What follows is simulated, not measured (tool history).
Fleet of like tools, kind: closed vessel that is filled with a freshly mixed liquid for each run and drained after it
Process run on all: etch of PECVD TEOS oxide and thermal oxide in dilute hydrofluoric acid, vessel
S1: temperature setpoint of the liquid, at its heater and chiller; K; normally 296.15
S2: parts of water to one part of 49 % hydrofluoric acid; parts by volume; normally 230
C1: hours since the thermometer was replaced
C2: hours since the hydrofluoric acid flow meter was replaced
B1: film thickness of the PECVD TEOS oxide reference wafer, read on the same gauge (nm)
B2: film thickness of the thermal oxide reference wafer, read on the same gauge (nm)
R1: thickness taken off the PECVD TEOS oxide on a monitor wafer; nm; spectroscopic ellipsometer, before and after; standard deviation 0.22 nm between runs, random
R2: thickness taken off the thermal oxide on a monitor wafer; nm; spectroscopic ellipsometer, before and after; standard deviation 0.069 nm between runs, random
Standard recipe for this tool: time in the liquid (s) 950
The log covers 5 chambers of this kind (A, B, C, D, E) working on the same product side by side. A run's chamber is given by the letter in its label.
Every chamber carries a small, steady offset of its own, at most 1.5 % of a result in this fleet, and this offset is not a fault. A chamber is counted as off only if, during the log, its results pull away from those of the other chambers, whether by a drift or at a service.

Run 1B, hour 6.8: usual settings; C1 297.7; C2 42.0; B1 130.01; B2 40.013. Result: R1 35.461 nm, R2 16.3190 nm.
Run 2E, hour 16.0: usual settings; C1 1371.6; C2 855.3; B1 130.02; B2 39.976. Result: R1 35.200 nm, R2 16.1210 nm.
Run 3C, hour 29.3: usual settings; C1 2141.2; C2 1118.1; B1 130.05; B2 40.041. Result: R1 36.362 nm, R2 15.9380 nm.
Run 4A, hour 35.8: usual settings; C1 1240.6; C2 639.6; B1 130.01; B2 40.029. Result: R1 35.943 nm, R2 16.2530 nm.
Run 5D, hour 47.4: usual settings; C1 424.7; C2 766.7; B1 130.03; B2 40.013. Result: R1 35.978 nm, R2 16.0190 nm.
Run 6C, hour 58.7: usual settings; C1 2170.6; C2 1147.5; B1 130.04; B2 40.000. Result: R1 36.701 nm, R2 16.0790 nm.
Run 7E, hour 66.3: usual settings; C1 1421.9; C2 905.6; B1 129.97; B2 39.979. Result: R1 35.209 nm, R2 16.1690 nm.
Run 8D, hour 76.0: usual settings; C1 453.3; C2 795.3; B1 129.99; B2 40.009. Result: R1 35.239 nm, R2 15.9470 nm.
Run 9B, hour 83.3: usual settings; C1 374.2; C2 118.5; B1 129.96; B2 40.023. Result: R1 35.928 nm, R2 16.2850 nm.
Run 10A, hour 94.0: usual settings; C1 1298.8; C2 697.8; B1 129.97; B2 39.991. Result: R1 35.711 nm, R2 16.4130 nm.
At hour 97.5: chamber E: thermometer replaced.
Run 11D, hour 102.4: usual settings; C1 479.7; C2 821.7; B1 130.04; B2 39.983. Result: R1 35.580 nm, R2 15.9280 nm.
Run 12A, hour 111.7: usual settings but S1 292.65 K, time in the liquid (s) 475; C1 1316.5; C2 715.5; B1 130.04; B2 39.983. Result: R1 15.832 nm, R2 7.0858 nm.
Run 13E, hour 125.1: usual settings but S1 292.65 K, time in the liquid (s) 475; C1 27.6; C2 964.4; B1 130.00; B2 39.949. Result: R1 15.574 nm, R2 7.1000 nm.
Run 14C, hour 137.6: usual settings but S1 292.65 K, time in the liquid (s) 475; C1 2249.5; C2 1226.4; B1 129.98; B2 39.978. Result: R1 15.861 nm, R2 7.0778 nm.
Run 15B, hour 148.4: usual settings but S1 292.65 K, time in the liquid (s) 475; C1 439.3; C2 183.6; B1 130.01; B2 40.022. Result: R1 15.741 nm, R2 7.1158 nm.
Run 16E, hour 155.1: usual settings but S1 292.65 K, time in the liquid (s) 475; C1 57.6; C2 994.4; B1 130.01; B2 40.009. Result: R1 15.629 nm, R2 7.1247 nm.
Run 17A, hour 162.0: usual settings; C1 1366.8; C2 765.8; B1 129.97; B2 40.002. Result: R1 36.133 nm, R2 16.3550 nm.
Run 18D, hour 170.4: usual settings; C1 547.7; C2 889.7; B1 129.99; B2 39.993. Result: R1 35.377 nm, R2 15.7940 nm.
Run 19C, hour 181.0: usual settings; C1 2292.9; C2 1269.8; B1 130.01; B2 40.005. Result: R1 36.063 nm, R2 16.1020 nm.
Run 20B, hour 194.0: usual settings; C1 484.9; C2 229.2; B1 130.01; B2 40.025. Result: R1 36.028 nm, R2 16.3640 nm.
Run 21B, hour 203.8: usual settings; C1 494.7; C2 239.0; B1 129.99; B2 40.003. Result: R1 35.730 nm, R2 16.2660 nm.
Run 22A, hour 212.9: usual settings; C1 1417.7; C2 816.7; B1 130.02; B2 40.025. Result: R1 36.250 nm, R2 16.2540 nm.
Run 23D, hour 221.9: usual settings; C1 599.2; C2 941.2; B1 130.01; B2 40.013. Result: R1 35.183 nm, R2 15.6950 nm.
Run 24C, hour 235.4: usual settings; C1 2347.3; C2 1324.2; B1 130.04; B2 39.969. Result: R1 36.266 nm, R2 16.1400 nm.
Run 25E, hour 245.8: usual settings; C1 148.3; C2 1085.1; B1 129.96; B2 40.024. Result: R1 35.190 nm, R2 16.2530 nm.
Run 26B, hour 258.0: usual settings; C1 548.9; C2 293.2; B1 129.97; B2 39.951. Result: R1 35.683 nm, R2 16.2690 nm.
Run 27A, hour 263.8: usual settings but S1 291.65 K, S2 265 parts by volume; C1 1468.6; C2 867.6; B1 130.03; B2 39.957. Result: R1 25.487 nm, R2 11.5560 nm.
At hour 272.3: chamber D: thermometer replaced.
Run 28C, hour 272.5: usual settings but S1 291.65 K, S2 265 parts by volume; C1 2384.4; C2 1361.3; B1 130.00; B2 39.992. Result: R1 25.678 nm, R2 11.3900 nm.
Run 29D, hour 282.7: usual settings but S1 291.65 K, S2 265 parts by volume; C1 10.4; C2 1002.0; B1 130.00; B2 40.030. Result: R1 24.938 nm, R2 11.0830 nm.
Run 30E, hour 293.1: usual settings but S1 291.65 K, S2 265 parts by volume; C1 195.6; C2 1132.4; B1 129.96; B2 40.001. Result: R1 25.413 nm, R2 11.6680 nm.
Run 31D, hour 303.7: usual settings but S1 291.65 K, S2 265 parts by volume; C1 31.4; C2 1023.0; B1 130.02; B2 39.989. Result: R1 24.647 nm, R2 11.0120 nm.
Run 32C, hour 315.1: usual settings; C1 2427.0; C2 1403.9; B1 129.98; B2 39.977. Result: R1 36.366 nm, R2 16.0690 nm.
Run 33E, hour 328.3: usual settings; C1 230.8; C2 1167.6; B1 130.01; B2 40.010. Result: R1 35.564 nm, R2 16.2770 nm.
Run 34A, hour 334.7: usual settings; C1 1539.5; C2 938.5; B1 130.01; B2 40.003. Result: R1 36.043 nm, R2 16.3600 nm.
Run 35B, hour 342.1: usual settings; C1 633.0; C2 377.3; B1 129.97; B2 39.977. Result: R1 35.738 nm, R2 16.1850 nm.

The same settings go to every chamber for the next run, one line per chamber below. Forecast the results for each:
Run 36A, hour 351.7: usual settings but S1 293.15 K. Result: R1 ?, R2 ?.
Run 36B, hour 351.7: usual settings but S1 293.15 K. Result: R1 ?, R2 ?.
Run 36C, hour 351.7: usual settings but S1 293.15 K. Result: R1 ?, R2 ?.
Run 36D, hour 351.7: usual settings but S1 293.15 K. Result: R1 ?, R2 ?.
Run 36E, hour 351.7: usual settings but S1 293.15 K. Result: R1 ?, R2 ?.

run      R1       R2
36A  32.079  14.6390
36B  31.986  14.6350
36C  32.484  14.3900
36D  31.065  13.8240
36E  31.667  14.5280

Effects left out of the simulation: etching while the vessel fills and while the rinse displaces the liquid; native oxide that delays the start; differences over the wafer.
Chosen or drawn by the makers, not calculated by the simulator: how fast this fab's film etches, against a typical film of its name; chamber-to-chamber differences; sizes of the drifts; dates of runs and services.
